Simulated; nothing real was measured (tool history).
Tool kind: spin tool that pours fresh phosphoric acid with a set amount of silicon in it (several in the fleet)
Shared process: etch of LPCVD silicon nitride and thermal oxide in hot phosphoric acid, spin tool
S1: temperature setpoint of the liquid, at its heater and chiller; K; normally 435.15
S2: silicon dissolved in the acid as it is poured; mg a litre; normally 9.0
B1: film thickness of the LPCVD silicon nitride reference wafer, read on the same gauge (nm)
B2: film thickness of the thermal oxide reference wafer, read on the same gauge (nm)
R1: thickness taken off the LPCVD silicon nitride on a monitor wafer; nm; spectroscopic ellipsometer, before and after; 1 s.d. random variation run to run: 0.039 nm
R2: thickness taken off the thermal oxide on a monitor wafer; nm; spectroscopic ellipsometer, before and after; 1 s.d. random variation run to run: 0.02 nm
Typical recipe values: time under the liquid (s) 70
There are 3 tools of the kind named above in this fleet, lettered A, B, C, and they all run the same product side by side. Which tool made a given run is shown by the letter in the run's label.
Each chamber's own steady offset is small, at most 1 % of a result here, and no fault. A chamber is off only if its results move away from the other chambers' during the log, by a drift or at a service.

Run 1B, hour 5.0: usual settings; B1 69.995; B2 90.009. Result: R1 6.8273 nm, R2 0.183970 nm.
Run 2C, hour 13.5: usual settings; B1 70.008; B2 89.998. Result: R1 6.8508 nm, R2 0.189730 nm.
Run 3A, hour 21.9: usual settings; B1 69.986; B2 90.021. Result: R1 6.8628 nm, R2 0.172770 nm.
Run 4C, hour 27.8: usual settings; B1 69.995; B2 89.980. Result: R1 6.8472 nm, R2 0.166700 nm.
Run 5B, hour 38.0: usual settings; B1 70.004; B2 89.981. Result: R1 6.8177 nm, R2 0.165320 nm.
Run 6A, hour 43.0: usual settings; B1 70.010; B2 90.006. Result: R1 6.9037 nm, R2 0.153800 nm.
At hour 46.7: chamber A: heated supply line repaired.
Run 7B, hour 47.9: usual settings; B1 69.988; B2 89.965. Result: R1 6.8367 nm, R2 0.214910 nm.
Run 8A, hour 52.9: usual settings; B1 70.015; B2 89.997. Result: R1 6.7693 nm, R2 0.167690 nm.
Run 9C, hour 62.7: usual settings; B1 70.002; B2 89.976. Result: R1 6.9088 nm, R2 0.188030 nm.
Run 10C, hour 72.6: usual settings; B1 69.984; B2 89.994. Result: R1 6.8440 nm, R2 0.214820 nm.
Run 11B, hour 79.9: usual settings; B1 70.005; B2 90.004. Result: R1 6.8690 nm, R2 0.215570 nm.
Run 12A, hour 85.5: usual settings; B1 70.021; B2 90.019. Result: R1 6.8827 nm, R2 0.227730 nm.
Run 13A, hour 91.1: usual settings; B1 69.993; B2 90.009. Result: R1 6.7890 nm, R2 0.187350 nm.
Run 14C, hour 96.3: usual settings but S2 5.5 mg a litre, time under the liquid (s) 60; B1 70.021; B2 90.030. Result: R1 5.7545 nm, R2 0.161720 nm.
Run 15B, hour 101.7: usual settings but S2 5.5 mg a litre, time under the liquid (s) 60; B1 70.000; B2 90.022. Result: R1 5.8943 nm, R2 0.180670 nm.
Run 16C, hour 107.7: usual settings but S2 5.5 mg a litre, time under the liquid (s) 60; B1 69.993; B2 90.004. Result: R1 5.8539 nm, R2 0.187800 nm.
Run 17B, hour 114.4: usual settings; B1 70.008; B2 90.021. Result: R1 6.9093 nm, R2 0.218140 nm.
Run 18A, hour 124.4: usual settings; B1 70.024; B2 89.992. Result: R1 6.8275 nm, R2 0.206460 nm.
Run 19A, hour 130.9: usual settings; B1 70.017; B2 89.977. Result: R1 6.8666 nm, R2 0.151820 nm.
Run 20B, hour 138.2: usual settings but time under the liquid (s) 100; B1 70.004; B2 90.027. Result: R1 9.7866 nm, R2 0.282410 nm.
Run 21C, hour 144.8: usual settings but time under the liquid (s) 100; B1 69.987; B2 90.012. Result: R1 9.7340 nm, R2 0.256580 nm.
Run 22B, hour 149.5: usual settings but time under the liquid (s) 100; B1 70.006; B2 90.029. Result: R1 9.7759 nm, R2 0.268370 nm.
Run 23C, hour 155.1: usual settings; B1 69.999; B2 89.992. Result: R1 6.7991 nm, R2 0.173440 nm.
Run 24A, hour 163.7: usual settings; B1 70.022; B2 90.017. Result: R1 6.8313 nm, R2 0.192200 nm.
At hour 168.9: chamber C: dissolved silicon flow meter replaced.
Run 25B, hour 171.9: usual settings; B1 70.011; B2 90.017. Result: R1 6.9188 nm, R2 0.165060 nm.
Run 26C, hour 179.8: usual settings; B1 69.997; B2 90.013. Result: R1 6.8776 nm, R2 0.182270 nm.
Run 27A, hour 187.8: usual settings; B1 70.003; B2 90.000. Result: R1 6.8891 nm, R2 0.178970 nm.
Run 28A, hour 194.9: usual settings; B1 69.994; B2 90.035. Result: R1 6.8656 nm, R2 0.238310 nm.
Run 29C, hour 200.8: usual settings; B1 70.015; B2 90.005. Result: R1 6.7793 nm, R2 0.186650 nm.
Run 30B, hour 207.4: usual settings; B1 70.006; B2 89.998. Result: R1 6.9044 nm, R2 0.209380 nm.
Run 31A, hour 214.2: usual settings but S2 2.0 mg a litre; B1 69.991; B2 90.014. Result: R1 6.7779 nm, R2 0.208630 nm.
Run 32C, hour 222.2: usual settings but S2 2.0 mg a litre; B1 70.012; B2 89.977. Result: R1 6.8536 nm, R2 0.214770 nm.
Run 33B, hour 231.3: usual settings but S2 2.0 mg a litre; B1 69.988; B2 90.019. Result: R1 6.8894 nm, R2 0.258510 nm.
Run 34C, hour 238.7: usual settings; B1 70.000; B2 90.011. Result: R1 6.8100 nm, R2 0.167450 nm.
Run 35A, hour 247.1: usual settings; B1 70.001; B2 90.019. Result: R1 6.8512 nm, R2 0.189610 nm.
Run 36B, hour 254.6: usual settings but S1 433.15 K, time under the liquid (s) 40; B1 69.991; B2 90.017. Result: R1 3.6865 nm, R2 0.088450 nm.
Run 37A, hour 263.6: usual settings but S1 433.15 K, time under the liquid (s) 40; B1 70.013; B2 89.994. Result: R1 3.6894 nm, R2 0.092957 nm.

Is one chamber off against the others, does the gauge drift, or is nothing wrong? If a chamber is off, say which, and what the likeliest cause is.

No chamber is off and the gauge is stable; the differences are just each chamber's small, constant offset.
